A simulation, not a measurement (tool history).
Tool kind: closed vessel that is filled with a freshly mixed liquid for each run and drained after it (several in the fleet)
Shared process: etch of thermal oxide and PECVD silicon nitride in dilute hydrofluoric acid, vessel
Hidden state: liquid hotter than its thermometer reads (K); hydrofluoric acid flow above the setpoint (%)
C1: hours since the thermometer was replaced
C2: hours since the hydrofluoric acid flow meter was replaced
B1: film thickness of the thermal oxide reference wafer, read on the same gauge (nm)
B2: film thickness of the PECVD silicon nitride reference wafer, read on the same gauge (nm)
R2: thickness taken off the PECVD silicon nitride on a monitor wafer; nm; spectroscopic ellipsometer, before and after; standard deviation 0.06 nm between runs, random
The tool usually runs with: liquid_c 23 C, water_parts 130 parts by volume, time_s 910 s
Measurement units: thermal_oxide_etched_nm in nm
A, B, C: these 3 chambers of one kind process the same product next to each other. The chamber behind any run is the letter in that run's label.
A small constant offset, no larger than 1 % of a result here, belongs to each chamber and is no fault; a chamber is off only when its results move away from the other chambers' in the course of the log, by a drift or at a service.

Run 1B, hour 3: usual settings; C1 620.2; C2 90.1; B1 119.99; B2 59.993. Result: thermal_oxide_etched_nm 32.099 nm, R2 17.491 nm.
Run 2C, hour 8.2: usual settings; C1 1111.3; C2 375.7; B1 119.99; B2 59.974. Result: thermal_oxide_etched_nm 31.886 nm, R2 17.463 nm.
Run 3A, hour 10.9: usual settings; C1 258.2; C2 1252.6; B1 120.02; B2 60.016. Result: thermal_oxide_etched_nm 30.686 nm, R2 17.41 nm.
Run 4B, hour 16.2: usual settings; C1 633.4; C2 103.3; B1 120.01; B2 60.038. Result: thermal_oxide_etched_nm 31.201 nm, R2 17.405 nm.
Run 5C, hour 20: usual settings; C1 1123.1; C2 387.5; B1 120; B2 60.025. Result: thermal_oxide_etched_nm 31.609 nm, R2 17.524 nm.
Run 6A, hour 23.8: usual settings; C1 271.1; C2 1265.5; B1 120.03; B2 60.023. Result: thermal_oxide_etched_nm 30.91 nm, R2 17.353 nm.
Run 7B, hour 29.3: usual settings; C1 646.5; C2 116.4; B1 120.02; B2 60.032. Result: thermal_oxide_etched_nm 31.318 nm, R2 17.407 nm.
Run 8C, hour 32.5: usual settings but time_s 645 s; C1 1135.6; C2 400; B1 120; B2 60.022. Result: thermal_oxide_etched_nm 22.609 nm, R2 12.465 nm.
Run 9A, hour 36.8: usual settings but time_s 645 s; C1 284.1; C2 1278.5; B1 120.01; B2 59.957. Result: thermal_oxide_etched_nm 22.313 nm, R2 12.424 nm.
Run 10A, hour 40.8: usual settings but time_s 645 s; C1 288.1; C2 1282.5; B1 120.02; B2 60.007. Result: thermal_oxide_etched_nm 22.278 nm, R2 12.339 nm.
Run 11B, hour 44.2: usual settings but liquid_c 21.5 C; C1 661.4; C2 131.3; B1 119.99; B2 60.004. Result: thermal_oxide_etched_nm 30.419 nm, R2 15.927 nm.
Run 12C, hour 47.8: usual settings but liquid_c 21.5 C; C1 1150.9; C2 415.3; B1 120.03; B2 59.982. Result: thermal_oxide_etched_nm 29.62 nm, R2 15.953 nm.
Run 13C, hour 52.6: usual settings but liquid_c 21.5 C; C1 1155.7; C2 420.1; B1 120; B2 60.007. Result: thermal_oxide_etched_nm 30.295 nm, R2 15.921 nm.
Run 14A, hour 58.4: usual settings; C1 305.7; C2 1300.1; B1 120.01; B2 59.996. Result: thermal_oxide_etched_nm 30.89 nm, R2 17.435 nm.
Run 15B, hour 64.1: usual settings but liquid_c 21.5 C, time_s 470 s; C1 681.3; C2 151.2; B1 120; B2 60.032. Result: thermal_oxide_etched_nm 15.756 nm, R2 8.5141 nm.
Run 16C, hour 67.8: usual settings but liquid_c 21.5 C, time_s 470 s; C1 1170.9; C2 435.3; B1 120; B2 59.993. Result: thermal_oxide_etched_nm 15.406 nm, R2 8.2101 nm.
Run 17A, hour 70.4: usual settings but liquid_c 21.5 C, time_s 470 s; C1 317.7; C2 1312.1; B1 119.99; B2 60.01. Result: thermal_oxide_etched_nm 15.292 nm, R2 8.1196 nm.
Run 18B, hour 73.6: usual settings; C1 690.8; C2 160.7; B1 119.99; B2 60.025. Result: thermal_oxide_etched_nm 33.3 nm, R2 18.452 nm.
Run 19C, hour 79.3: usual settings; C1 1182.4; C2 446.8; B1 120.01; B2 60.023. Result: thermal_oxide_etched_nm 31.211 nm, R2 17.578 nm.
Run 20B, hour 82.2: usual settings; C1 699.4; C2 169.3; B1 120.01; B2 60.038. Result: thermal_oxide_etched_nm 33.147 nm, R2 18.714 nm.
Run 21A, hour 85.3: usual settings; C1 332.6; C2 1327; B1 119.98; B2 60.027. Result: thermal_oxide_etched_nm 31.096 nm, R2 17.57 nm.
Run 22A, hour 88.7: usual settings; C1 336; C2 1330.4; B1 119.99; B2 60.006. Result: thermal_oxide_etched_nm 31.232 nm, R2 17.512 nm.
Run 23C, hour 92.4: usual settings but water_parts 80 parts by volume; C1 1195.5; C2 459.9; B1 119.98; B2 59.997. Result: thermal_oxide_etched_nm 54.593 nm, R2 28.489 nm.
Run 24B, hour 96.4: usual settings but water_parts 80 parts by volume; C1 713.6; C2 183.5; B1 119.96; B2 60.017. Result: thermal_oxide_etched_nm 57.947 nm, R2 30.414 nm.
Run 25C, hour 100.1: usual settings but water_parts 80 parts by volume; C1 1203.2; C2 467.6; B1 120.02; B2 60.034. Result: thermal_oxide_etched_nm 54.481 nm, R2 28.563 nm.
Run 26A, hour 103.4: usual settings; C1 350.7; C2 1345.1; B1 120; B2 59.958. Result: thermal_oxide_etched_nm 30.96 nm, R2 17.499 nm.
Run 27B, hour 106.7: usual settings; C1 723.9; C2 193.8; B1 120; B2 60.001. Result: thermal_oxide_etched_nm 33.825 nm, R2 19.311 nm.
Run 28C, hour 110.8: usual settings; C1 1213.9; C2 478.3; B1 120; B2 60.003. Result: thermal_oxide_etched_nm 31.653 nm, R2 17.662 nm.
Run 29B, hour 113.3: usual settings; C1 730.5; C2 200.4; B1 120; B2 59.993. Result: thermal_oxide_etched_nm 34.108 nm, R2 19.547 nm.
Run 30A, hour 116.4: usual settings; C1 363.7; C2 1358.1; B1 119.99; B2 60.002. Result: thermal_oxide_etched_nm 31.547 nm, R2 17.48 nm.
Run 31B, hour 120.3: usual settings; C1 737.5; C2 207.4; B1 119.99; B2 59.985. Result: thermal_oxide_etched_nm 34.38 nm, R2 19.767 nm.
Run 32A, hour 124.4: usual settings; C1 371.7; C2 1366.1; B1 120.02; B2 60.006. Result: thermal_oxide_etched_nm 31.251 nm, R2 17.489 nm.
Run 33C, hour 128.5: usual settings; C1 1231.6; C2 496; B1 120.03; B2 60.029. Result: thermal_oxide_etched_nm 31.473 nm, R2 17.565 nm.
Run 34C, hour 131.2: usual settings; C1 1234.3; C2 498.7; B1 119.99; B2 59.985. Result: thermal_oxide_etched_nm 31.967 nm, R2 17.68 nm.

Each of the 3 chambers runs these same settings next. Fill in every chamber's results:
Run 35A, hour 135.4: usual settings. Result: thermal_oxide_etched_nm ?, R2 ?.
Run 35B, hour 135.4: usual settings. Result: thermal_oxide_etched_nm ?, R2 ?.
Run 35C, hour 135.4: usual settings. Result: thermal_oxide_etched_nm ?, R2 ?.

run  thermal_oxide_etched_nm      R2
35A                    31.39  17.504
35B                   34.895  20.299
35C                   31.137  17.545
